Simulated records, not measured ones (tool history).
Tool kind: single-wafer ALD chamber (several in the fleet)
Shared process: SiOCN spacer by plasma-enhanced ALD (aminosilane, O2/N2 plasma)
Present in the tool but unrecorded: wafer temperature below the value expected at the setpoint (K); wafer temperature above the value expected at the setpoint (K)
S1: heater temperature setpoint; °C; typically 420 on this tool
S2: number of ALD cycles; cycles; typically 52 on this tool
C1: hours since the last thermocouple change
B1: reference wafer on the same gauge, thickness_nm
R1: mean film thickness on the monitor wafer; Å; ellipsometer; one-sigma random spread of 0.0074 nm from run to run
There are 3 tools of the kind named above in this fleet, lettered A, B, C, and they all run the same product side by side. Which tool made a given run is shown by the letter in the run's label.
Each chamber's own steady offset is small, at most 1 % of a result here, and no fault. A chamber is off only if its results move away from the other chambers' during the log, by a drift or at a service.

run	hour	S1	S2	C1	B1	R1
1C	12.7	420	52	1839.2	3.0208	29.539
2A	22.8	420	52	1540.1	3.0181	29.468
3B	32.9	420	52	1472.6	3.0196	29.206
4C	39	420	52	1865.5	3.019	29.489
5A	51.7	420	52	1569	3.0202	29.38
6B	62.9	420	52	1502.6	3.0205	29.255
7B	69.3	414	47	1509	3.0193	26.871
8A	77.3	414	47	1594.6	3.0209	27.17
9C	83.3	414	47	1909.8	3.0181	27.131
10C	91.8	420	52	1918.3	3.0187	29.603
11B	103.6	420	52	1543.3	3.0183	29.244
12A	116.4	432	52	1633.7	3.0183	28.406
13C	127.8	432	52	1954.3	3.0208	28.383
14B	135.8	432	52	1575.5	3.0203	28.178
15A	142.8	420	52	1660.1	3.0198	29.693
16C	153.9	420	52	1980.4	3.0212	29.474
17B	160.4	430	47	1600.1	3.0222	25.627
18A	169.9	430	47	1687.2	3.0201	25.996
19C	177.7	430	47	2004.2	3.0202	25.807
20B	183.7	420	52	1623.4	3.02	29.292
21A	191.1	420	52	1708.4	3.0204	29.687
22A	202.8	420	52	1720.1	3.02	29.537
23C	209.4	420	52	2035.9	3.022	29.645
24B	220.1	420	52	1659.8	3.0189	29.216
25B	230.8	420	52	1670.5	3.017	29.331
26C	240	420	52	2066.5	3.0188	29.468
27A	248.6	420	52	1765.9	3.017	29.683
28C	257.1	420	59	2083.6	3.0181	33.497
29A	270.3	420	59	1787.6	3.0193	33.736
30B	283.1	420	59	1722.8	3.0199	33.261
31C	295.2	420	52	2121.7	3.021	29.515
32B	304.7	420	52	1744.4	3.0201	29.393
# hour 317.5: chamber C: thermocouple changed; heater temperature recalibrated
33A	317.9	420	52	1835.2	3.0205	29.87
34C	331.6	420	52	14.1	3.0202	29.567
35B	340.7	428	56	1780.4	3.0201	30.678

One chamber off, gauge drift, or nothing amiss beyond the chambers' own small offsets? If it is a chamber, which one, and what is the likeliest cause?

It is chamber A that slowly wanders off from its peers.
What lies behind it: wafer temperature below the value expected at the setpoint (K) = 5.1.

Which of the 4 candidates below, each the usual settings with something changed and its results left as question marks, puts chamber A back in line with what the other chambers give on the usual settings?
A result is in line if it is within this distance of the other chambers' mean on the usual settings: R1 0.26 Å
36A-1	350.7	420	51			?
36A-2	350.7	420	54			?
36A-3	350.7	415	52			?
36A-4	350.7	431	52			?

Usual-settings mean across the other chambers: R1 29.398 Å
run	R1
36A-1	29.38
36A-2	31.109
36A-3	30.425
36A-4	28.925
With 36A-1, the chamber falls back in line with the rest.
